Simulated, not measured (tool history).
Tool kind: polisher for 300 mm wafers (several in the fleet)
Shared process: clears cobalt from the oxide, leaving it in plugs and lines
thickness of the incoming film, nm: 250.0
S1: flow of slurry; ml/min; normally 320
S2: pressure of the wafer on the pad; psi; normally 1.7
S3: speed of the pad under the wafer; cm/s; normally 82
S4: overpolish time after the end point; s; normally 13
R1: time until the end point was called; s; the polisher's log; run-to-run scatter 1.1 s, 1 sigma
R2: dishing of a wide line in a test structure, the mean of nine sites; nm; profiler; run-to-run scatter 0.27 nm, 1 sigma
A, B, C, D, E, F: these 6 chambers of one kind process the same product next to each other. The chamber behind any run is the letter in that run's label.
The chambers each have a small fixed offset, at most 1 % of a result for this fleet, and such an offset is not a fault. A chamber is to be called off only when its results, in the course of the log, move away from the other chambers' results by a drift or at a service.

run   hour   S1   S2   S3  S4      R1      R2
       1.8  -- chamber A: head pressure recalibrated
       4.0  -- chamber B: slurry nozzle cleaned
 1B    4.3  320  1.7   82  13  84.406  11.676
 2F    9.8  320  1.7   82  13  85.268  11.847
 3E   16.7  320  1.7   82  13  85.956  11.745
 4A   24.6  320  1.7   82  13  86.648  11.776
      27.7  -- chamber B: worn pad replaced by a new one
 5D   32.2  320  1.7   82  13  86.002  12.245
      36.7  -- chamber A: worn pad replaced by a new one
 6C   37.2  320  2.2   82  19  65.640  12.025
 7D   44.5  320  2.2   82  19  65.420  12.164
 8E   54.2  320  2.2   82  19  67.346  12.080
 9B   60.2  320  2.2   82  19  64.040  12.738
      66.4  -- chamber E: worn pad replaced by a new one
10C   69.1  320  2.2   82  19  65.265  12.478
11A   78.8  320  2.2   82  19  64.380  11.924
12F   85.5  320  1.7   82  13  87.888  11.763
      87.8  -- chamber D: worn pad replaced by a new one
      92.5  -- chamber A: worn pad replaced by a new one
13D   92.8  320  1.7   94   8  72.954  11.002
     101.7  -- chamber F: worn pad replaced by a new one
14A  101.9  320  1.7   94   8  74.954  10.702
15F  110.7  320  1.7   94   8  74.603  10.887
16E  116.9  320  1.7   94   8  76.270  11.110
17B  126.4  320  1.7   94   8  75.899  11.019
18C  133.4  320  1.7   94   8  74.068  10.802
     136.7  -- chamber B: worn pad replaced by a new one
19B  137.7  320  1.7   82  13  86.418  12.118
20F  142.0  320  1.7   82  13  86.563  11.447
     143.1  -- chamber D: slurry nozzle cleaned
     148.1  -- chamber A: worn pad replaced by a new one
21D  150.4  320  1.7   82  13  84.973  12.003
22E  156.3  320  1.7   82  13  86.213  11.874
     160.0  -- chamber F: slurry nozzle cleaned
23A  163.9  320  1.7   82  13  86.915  11.982
24C  169.1  230  1.7   82  13  89.786  11.871
     178.6  -- chamber B: head pressure recalibrated
25A  178.7  230  1.7   82  13  90.004  11.567
     183.4  -- chamber C: worn pad replaced by a new one
26D  185.3  230  1.7   82  13  90.855  12.051
27C  190.9  230  1.7   82  13  88.773  11.798
     194.5  -- chamber A: slurry nozzle cleaned
28B  200.3  230  1.7   82  13  87.044  11.334
29E  206.4  230  1.7   82  13  87.988  11.263
     207.5  -- chamber A: worn pad replaced by a new one
30F  211.0  320  1.7   82  13  86.790  12.511
31D  217.7  320  1.7   82  18  86.532  12.042
32C  225.2  320  1.7   82  18  85.219  11.988
     227.1  -- chamber E: worn pad replaced by a new one
33E  232.5  320  1.7   82  18  86.929  12.052
34F  237.8  320  1.7   82  18  86.803  12.177
     243.4  -- chamber C: slurry nozzle cleaned
35A  246.2  320  1.7   82  18  85.792  11.814
36B  255.4  320  1.7   82  18  85.426  11.985
     259.8  -- chamber B: worn pad replaced by a new one
37C  263.3  320  1.7   82  13  82.354  11.722
     264.4  -- chamber A: worn pad replaced by a new one
38B  269.7  320  1.7  102  16  69.130  12.102
39E  275.5  320  1.7  102  16  68.983  12.887
40A  285.0  320  1.7  102  16  69.888  12.112

One chamber off, gauge drift, or nothing amiss beyond the chambers' own small offsets? If it is a chamber, which one, and what is the likeliest cause?

The fleet is healthy, with each chamber sitting at its usual small offset and no drift in the gauge.
